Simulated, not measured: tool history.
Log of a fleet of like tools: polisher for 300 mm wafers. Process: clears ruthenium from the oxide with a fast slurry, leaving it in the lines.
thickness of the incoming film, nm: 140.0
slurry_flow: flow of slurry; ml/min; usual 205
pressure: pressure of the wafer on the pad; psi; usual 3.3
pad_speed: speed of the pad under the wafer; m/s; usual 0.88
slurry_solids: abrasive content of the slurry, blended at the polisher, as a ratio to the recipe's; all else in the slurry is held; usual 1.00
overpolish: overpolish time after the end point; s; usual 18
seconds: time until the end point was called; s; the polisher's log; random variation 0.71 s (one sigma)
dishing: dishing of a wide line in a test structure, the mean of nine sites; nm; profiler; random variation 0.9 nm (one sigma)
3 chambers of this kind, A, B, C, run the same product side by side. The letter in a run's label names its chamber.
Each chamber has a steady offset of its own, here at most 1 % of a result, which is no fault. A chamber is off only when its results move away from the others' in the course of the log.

run   hour  slurry_flow  pressure  pad_speed  slurry_solids  overpolish  seconds  dishing
 1A    7.4          205       3.3       0.88           1.00          18   36.689   47.398
 2B   13.2          205       3.3       0.88           1.00          18   34.930   46.332
      13.5  -- chamber B: worn pad replaced by a new one
      15.8  -- chamber C: slurry nozzle cleaned
 3C   20.7          205       3.3       0.88           1.00          18   37.006   46.763
 4A   26.5          205       3.3       0.88           1.00          18   36.256   46.831
      31.7  -- chamber C: slurry blender recalibrated
 5B   35.0          205       3.3       0.88           1.00          18   36.186   47.195
 6C   41.3          205       3.3       0.88           1.00          18   35.701   48.351
 7C   50.9          205       3.3       0.88           1.00          18   35.288   47.153
      54.8  -- chamber A: slurry blender recalibrated
 8B   57.3          205       3.3       0.88           1.00          18   35.013   48.053
 9A   65.0          205       3.3       0.88           1.00          18   34.755   47.263
10A   73.1          205       3.3       0.88           1.00          18   35.383   48.635
      74.0  -- chamber C: worn pad replaced by a new one
11B   79.6          205       3.3       0.88           1.00          18   35.365   49.083
      81.4  -- chamber B: worn pad replaced by a new one
12C   84.9          205       3.3       0.88           1.00          18   35.794   47.668
13C   90.9          205       3.3       0.88           1.00          18   34.410   47.417
      92.5  -- chamber A: worn pad replaced by a new one
14A   98.8          205       3.3       0.88           1.00          18   35.884   49.979
15B  107.6          205       3.3       0.62           1.00           8   49.726   19.207
16C  113.4          205       3.3       0.62           1.00           8   52.177   18.076
17A  121.3          205       3.3       0.62           1.00           8   51.067   18.527
     129.0  -- chamber C: head pressure recalibrated
18B  129.8          205       3.3       0.88           1.00          18   35.866   49.041
19B  136.4          205       3.3       0.88           1.00          18   34.934   47.545
20C  142.7          205       3.3       0.88           1.00          18   35.775   47.485
     147.1  -- chamber B: worn pad replaced by a new one
21A  148.6          205       3.3       0.88           1.00          18   33.752   47.330
22C  157.0          205       3.3       0.88           1.00          18   35.306   47.793
23B  163.3          205       3.3       0.88           1.00          18   34.878   48.594
24A  168.3          245       3.3       0.88           1.00          18   34.465   48.552
25B  173.0          245       3.3       0.88           1.00          18   35.614   49.211
     174.5  -- chamber B: slurry blender recalibrated
     176.8  -- chamber A: slurry nozzle cleaned
26C  180.3          245       3.3       0.88           1.00          18   34.666   48.788
27A  188.1          205       3.3       0.88           1.00          18   35.722   48.798
28A  195.9          205       3.3       0.88           1.00          18   35.535   49.013
29C  201.2          205       3.3       0.88           1.00          18   36.457   49.101
     202.9  -- chamber B: head pressure recalibrated
30B  208.0          205       3.3       0.88           1.00          18   35.540   47.176
31C  216.7          205       3.3       0.88           1.00          18   35.373   48.035

All 3 chambers run these settings next. Forecast each chamber's results:
32A  223.7          205       3.3       0.88           0.75          18        ?        ?
32B  223.7          205       3.3       0.88           0.75          18        ?        ?
32C  223.7          205       3.3       0.88           0.75          18        ?        ?

run  seconds  dishing
32A   39.085   43.624
32B   43.158   42.606
32C   41.059   43.239
